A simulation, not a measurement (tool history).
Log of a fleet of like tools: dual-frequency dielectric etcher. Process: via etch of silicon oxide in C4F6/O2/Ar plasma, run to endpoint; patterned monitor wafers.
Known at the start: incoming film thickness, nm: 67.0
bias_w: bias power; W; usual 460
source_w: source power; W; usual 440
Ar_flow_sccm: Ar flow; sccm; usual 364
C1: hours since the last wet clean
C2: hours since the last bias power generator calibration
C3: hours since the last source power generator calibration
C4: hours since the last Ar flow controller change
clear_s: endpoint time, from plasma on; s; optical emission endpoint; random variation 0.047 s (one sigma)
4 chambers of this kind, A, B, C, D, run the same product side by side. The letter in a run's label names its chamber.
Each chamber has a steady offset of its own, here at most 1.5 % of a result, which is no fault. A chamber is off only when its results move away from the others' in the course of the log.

{"run": "1B", "hour": 4.0, "bias_w": 460, "source_w": 440, "Ar_flow_sccm": 364, "C1": 8.8, "C2": 813.7, "C3": 635.8, "C4": 1316.3, "clear_s": 15.147}
{"run": "2D", "hour": 11.0, "bias_w": 460, "source_w": 440, "Ar_flow_sccm": 364, "C1": 292.8, "C2": 997.8, "C3": 1348.1, "C4": 2722.8, "clear_s": 14.949}
{"run": "3C", "hour": 14.7, "bias_w": 460, "source_w": 440, "Ar_flow_sccm": 364, "C1": 163.6, "C2": 2755, "C3": 419.3, "C4": 547.8, "clear_s": 15.002}
{"run": "4A", "hour": 18.1, "bias_w": 460, "source_w": 440, "Ar_flow_sccm": 364, "C1": 120.9, "C2": 501, "C3": 2254.4, "C4": 3657.2, "clear_s": 15.092}
{"run": "5A", "hour": 24.0, "bias_w": 460, "source_w": 440, "Ar_flow_sccm": 364, "C1": 126.8, "C2": 506.9, "C3": 2260.3, "C4": 3663.1, "clear_s": 15.127}
{"run": "6C", "hour": 28.9, "bias_w": 556, "source_w": 470, "Ar_flow_sccm": 364, "C1": 177.8, "C2": 2769.2, "C3": 433.5, "C4": 562, "clear_s": 13.637}
{"run": "7D", "hour": 33.4, "bias_w": 556, "source_w": 470, "Ar_flow_sccm": 364, "C1": 315.2, "C2": 1020.2, "C3": 1370.5, "C4": 2745.2, "clear_s": 13.619}
{"run": "8B", "hour": 39.1, "bias_w": 556, "source_w": 470, "Ar_flow_sccm": 364, "C1": 43.9, "C2": 848.8, "C3": 670.9, "C4": 1351.4, "clear_s": 13.754}
{"run": "9C", "hour": 42.7, "bias_w": 556, "source_w": 470, "Ar_flow_sccm": 364, "C1": 191.6, "C2": 2783, "C3": 447.3, "C4": 575.8, "clear_s": 13.612}
{"run": "10D", "hour": 49.3, "bias_w": 460, "source_w": 440, "Ar_flow_sccm": 364, "C1": 331.1, "C2": 1036.1, "C3": 1386.4, "C4": 2761.1, "clear_s": 15.001}
{"hour": 51.2, "done": "chamber A: Ar flow controller replaced"}
{"run": "11A", "hour": 53.1, "bias_w": 460, "source_w": 440, "Ar_flow_sccm": 364, "C1": 155.9, "C2": 536, "C3": 2289.4, "C4": 2, "clear_s": 15.14}
{"run": "12B", "hour": 60.3, "bias_w": 460, "source_w": 440, "Ar_flow_sccm": 364, "C1": 65.1, "C2": 870, "C3": 692.1, "C4": 1372.6, "clear_s": 15.241}
{"run": "13C", "hour": 67.1, "bias_w": 460, "source_w": 440, "Ar_flow_sccm": 364, "C1": 216, "C2": 2807.4, "C3": 471.7, "C4": 600.2, "clear_s": 14.96}
{"run": "14D", "hour": 72.6, "bias_w": 460, "source_w": 340, "Ar_flow_sccm": 300, "C1": 354.4, "C2": 1059.4, "C3": 1409.7, "C4": 2784.4, "clear_s": 16.144}
{"run": "15B", "hour": 78.0, "bias_w": 460, "source_w": 340, "Ar_flow_sccm": 300, "C1": 82.8, "C2": 887.7, "C3": 709.8, "C4": 1390.3, "clear_s": 16.299}
{"run": "16A", "hour": 83.5, "bias_w": 460, "source_w": 340, "Ar_flow_sccm": 300, "C1": 186.3, "C2": 566.4, "C3": 2319.8, "C4": 32.4, "clear_s": 16.287}
{"run": "17B", "hour": 88.6, "bias_w": 460, "source_w": 340, "Ar_flow_sccm": 300, "C1": 93.4, "C2": 898.3, "C3": 720.4, "C4": 1400.9, "clear_s": 16.311}
{"run": "18A", "hour": 93.4, "bias_w": 460, "source_w": 480, "Ar_flow_sccm": 449, "C1": 196.2, "C2": 576.3, "C3": 2329.7, "C4": 42.3, "clear_s": 14.928}
{"hour": 98.4, "done": "chamber C: bias power generator calibrated"}
{"run": "19C", "hour": 98.9, "bias_w": 460, "source_w": 480, "Ar_flow_sccm": 449, "C1": 247.8, "C2": 0.6, "C3": 503.5, "C4": 632, "clear_s": 14.67}
{"run": "20D", "hour": 104.1, "bias_w": 460, "source_w": 480, "Ar_flow_sccm": 449, "C1": 385.9, "C2": 1090.9, "C3": 1441.2, "C4": 2815.9, "clear_s": 14.899}
{"run": "21A", "hour": 109.3, "bias_w": 460, "source_w": 480, "Ar_flow_sccm": 449, "C1": 212.1, "C2": 592.2, "C3": 2345.6, "C4": 58.2, "clear_s": 14.944}
{"run": "22C", "hour": 114.5, "bias_w": 460, "source_w": 440, "Ar_flow_sccm": 364, "C1": 263.4, "C2": 16.2, "C3": 519.1, "C4": 647.6, "clear_s": 14.716}
{"run": "23B", "hour": 118.4, "bias_w": 392, "source_w": 440, "Ar_flow_sccm": 364, "C1": 123.2, "C2": 928.1, "C3": 750.2, "C4": 1430.7, "clear_s": 16.134}
{"run": "24D", "hour": 122.3, "bias_w": 392, "source_w": 440, "Ar_flow_sccm": 364, "C1": 404.1, "C2": 1109.1, "C3": 1459.4, "C4": 2834.1, "clear_s": 15.885}
{"run": "25B", "hour": 126.5, "bias_w": 392, "source_w": 440, "Ar_flow_sccm": 364, "C1": 131.3, "C2": 936.2, "C3": 758.3, "C4": 1438.8, "clear_s": 16.088}
{"run": "26D", "hour": 129.8, "bias_w": 392, "source_w": 440, "Ar_flow_sccm": 364, "C1": 411.6, "C2": 1116.6, "C3": 1466.9, "C4": 2841.6, "clear_s": 15.869}
{"run": "27C", "hour": 136.6, "bias_w": 460, "source_w": 440, "Ar_flow_sccm": 364, "C1": 285.5, "C2": 38.3, "C3": 541.2, "C4": 669.7, "clear_s": 14.618}
{"run": "28A", "hour": 140.0, "bias_w": 460, "source_w": 440, "Ar_flow_sccm": 364, "C1": 242.8, "C2": 622.9, "C3": 2376.3, "C4": 88.9, "clear_s": 15.124}
{"run": "29A", "hour": 144.7, "bias_w": 460, "source_w": 440, "Ar_flow_sccm": 364, "C1": 247.5, "C2": 627.6, "C3": 2381, "C4": 93.6, "clear_s": 15.114}
{"run": "30B", "hour": 148.4, "bias_w": 460, "source_w": 440, "Ar_flow_sccm": 364, "C1": 153.2, "C2": 958.1, "C3": 780.2, "C4": 1460.7, "clear_s": 15.229}
{"run": "31C", "hour": 153.7, "bias_w": 560, "source_w": 440, "Ar_flow_sccm": 364, "C1": 302.6, "C2": 55.4, "C3": 558.3, "C4": 686.8, "clear_s": 13.452}
{"run": "32D", "hour": 160.4, "bias_w": 560, "source_w": 440, "Ar_flow_sccm": 364, "C1": 442.2, "C2": 1147.2, "C3": 1497.5, "C4": 2872.2, "clear_s": 13.818}

Next, every chamber runs the same settings. What will each give?
{"run": "33A", "hour": 165.6, "bias_w": 460, "source_w": 440, "Ar_flow_sccm": 364, "clear_s": "?"}
{"run": "33B", "hour": 165.6, "bias_w": 460, "source_w": 440, "Ar_flow_sccm": 364, "clear_s": "?"}
{"run": "33C", "hour": 165.6, "bias_w": 460, "source_w": 440, "Ar_flow_sccm": 364, "clear_s": "?"}
{"run": "33D", "hour": 165.6, "bias_w": 460, "source_w": 440, "Ar_flow_sccm": 364, "clear_s": "?"}

run=33A clear_s=15.074
run=33B clear_s=15.194
run=33C clear_s=14.341
run=33D clear_s=14.976

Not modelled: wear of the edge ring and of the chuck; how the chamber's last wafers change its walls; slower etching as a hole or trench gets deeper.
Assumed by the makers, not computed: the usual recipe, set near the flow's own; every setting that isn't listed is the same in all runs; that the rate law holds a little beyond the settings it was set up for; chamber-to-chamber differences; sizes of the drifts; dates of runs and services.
